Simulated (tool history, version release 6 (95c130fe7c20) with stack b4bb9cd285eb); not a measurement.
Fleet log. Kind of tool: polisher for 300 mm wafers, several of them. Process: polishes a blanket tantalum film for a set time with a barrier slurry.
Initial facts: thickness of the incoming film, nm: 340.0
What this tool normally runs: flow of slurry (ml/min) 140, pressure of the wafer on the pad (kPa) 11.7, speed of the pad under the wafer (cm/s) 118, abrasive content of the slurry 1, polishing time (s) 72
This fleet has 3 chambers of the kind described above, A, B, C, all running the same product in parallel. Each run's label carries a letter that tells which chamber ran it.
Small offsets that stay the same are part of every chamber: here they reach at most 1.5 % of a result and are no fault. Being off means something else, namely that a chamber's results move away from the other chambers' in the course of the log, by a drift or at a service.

run    day  flow of slurry (ml/min)  pressure of the wafer on the pad (kPa)  speed of the pad under the wafer (cm/s)  abrasive content of the slurry  polishing time (s)  wafers polished on this pad  hours since the slurry nozzle was cleaned  hours since the head pressure was calibrated  hours since the slurry blender was calibrated  film removed (Å)
 1A  0.221                      140                                    11.7                                      118                               1                  72                          732                                      220.7                                         783.5                                          208.9              1353
 2C  0.362                      140                                    11.7                                      118                               1                  72                          227                                       13.3                                         671.7                                           26.7            1312.1
 3B  0.475                      140                                    11.7                                      118                               1                  72                          760                                      284.4                                           780                                           98.5            1337.6
      0.55  -- chamber A: slurry blender recalibrated
 4A  0.696                      140                                    11.7                                      118                               1                  72                          878                                      232.1                                         794.9                                            3.6            1283.8
 5C  0.833                      160                                    11.7                                      118                            1.25                  72                          372                                       24.6                                           683                                             38            1435.5
 6B  0.933                      160                                    11.7                                      118                            1.25                  72                          901                                      295.4                                           791                                          109.5            1428.4
 7C  1.117                      160                                    11.7                                      118                            1.25                  72                          460                                       31.4                                         689.8                                           44.8            1416.1
 8B  1.296                      140                                    11.7                                      118                               1                  72                         1014                                      304.1                                         799.7                                          118.2            1321.4
 9A  1.417                      140                                    11.7                                      118                               1                  72                         1101                                      249.4                                         812.2                                           20.9            1298.7
     1.479  -- chamber B: worn pad replaced by a new one
10A  1.621                      140                                    11.7                                      118                               1                  72                         1165                                      254.3                                         817.1                                           25.8            1275.9
11B  1.742                      140                                    11.7                                      118                               1                  72                           82                                      314.8                                         810.4                                          128.9            1305.5
12C    1.9                      140                                    11.7                                      118                               1                  72                          702                                       50.2                                         708.6                                           63.6            1316.2
13C    2.1                      140                                     9.7                                      136                               1                  72                          764                                         55                                         713.4                                           68.4            1252.7
14A  2.296                      140                                     9.7                                      136                               1                  72                         1373                                      270.5                                         833.3                                             42            1235.1
15B  2.521                      140                                     9.7                                      136                               1                  72                          323                                      333.5                                         829.1                                          147.6            1224.4
16C  2.683                      140                                    11.7                                      118                               1                  72                          945                                         69                                         727.4                                           82.4            1271.5
17B  2.804                      140                                    11.7                                      118                               1                  72                          410                                      340.3                                         835.9                                          154.4            1325.3
18A  3.004                      140                                    11.7                                      118                               1                  72                         1593                                      287.5                                         850.3                                             59            1254.9
19A  3.125                      140                                    11.7                                      118                               1                  72                         1630                                      290.4                                         853.2                                           61.9            1251.2
20C  3.333                      140                                    11.7                                      118                               1                  72                         1146                                       84.6                                           743                                             98              1294
21B  3.488                      140                                    11.7                                      118                               1                  72                          622                                      356.7                                         852.3                                          170.8            1297.1
     3.662  -- chamber B: slurry blender recalibrated
22C  3.675                      140                                    11.7                                      118                               1                  72                         1251                                       92.8                                         751.2                                          106.2            1308.6
     3.717  -- chamber A: slurry nozzle cleaned
23B   3.85                      140                                    11.7                                      118                               1                  72                          734                                      365.4                                           861                                            4.5            1287.9
24A  3.967                      140                                    11.7                                      118                               1                  72                         1890                                        6.1                                         873.4                                           82.1            1233.9
25A  4.179                      140                                    11.7                                      118                               1                  72                         1956                                       11.2                                         878.5                                           87.2            1216.8
26B  4.392                      140                                    11.7                                      118                               1                  72                          902                                      378.4                                           874                                           17.5            1329.9
     4.433  -- chamber C: worn pad replaced by a new one
27C  4.571                      140                                    11.7                                       82                               1                  72                           43                                      114.3                                         772.7                                          127.7            899.88
28C  4.742                      140                                    11.7                                       82                               1                  72                           96                                      118.4                                         776.8                                          131.8            946.23
29B  4.871                      140                                    11.7                                       82                               1                  72                         1050                                      389.9                                         885.5                                             29            922.15
30A  5.033                      140                                    11.7                                      118                               1                  72                         2220                                       31.7                                           899                                          107.7            1192.2
31B  5.212                      140                                    11.7                                      118                               1                  72                         1155                                      398.1                                         893.7                                           37.2            1340.8
     5.271  -- chamber B: worn pad replaced by a new one
     5.329  -- chamber C: slurry blender recalibrated
32C  5.388                      140                                    11.7                                      118                               1                  72                          296                                      133.9                                         792.3                                            1.5            1319.6
33A  5.579                      140                                    11.7                                      118                               1                  72                         2389                                       44.8                                         912.1                                          120.8            1171.5
34A  5.733                      140                                    11.7                                      118                               1                  72                         2437                                       48.5                                         915.8                                          124.5            1179.1
35B  5.888                      140                                    11.7                                      118                               1                  72                          192                                      414.3                                         909.9                                           53.4            1324.8
36C  6.033                      140                                    11.7                                      118                               1                  72                          495                                      149.4                                         807.8                                             17            1301.7
37B  6.171                      140                                    11.7                                      118                               1                  55                          279                                      421.1                                         916.7                                           60.2             993.8
38C  6.371                      140                                    11.7                                      118                               1                  55                          600                                      157.5                                         815.9                                           25.1              1016

All chambers now run identical settings, listed one chamber a line with results as question marks. What results will each chamber show?
39A  6.538                      140                                    11.7                                      118                               1                  72                                                                                                                                                                                      ?
39B  6.538                      140                                    11.7                                      118                               1                  72                                                                                                                                                                                      ?
39C  6.538                      140                                    11.7                                      118                               1                  72                                                                                                                                                                                      ?

run  film removed (Å)
39A            1160.6
39B            1289.8
39C            1300.3

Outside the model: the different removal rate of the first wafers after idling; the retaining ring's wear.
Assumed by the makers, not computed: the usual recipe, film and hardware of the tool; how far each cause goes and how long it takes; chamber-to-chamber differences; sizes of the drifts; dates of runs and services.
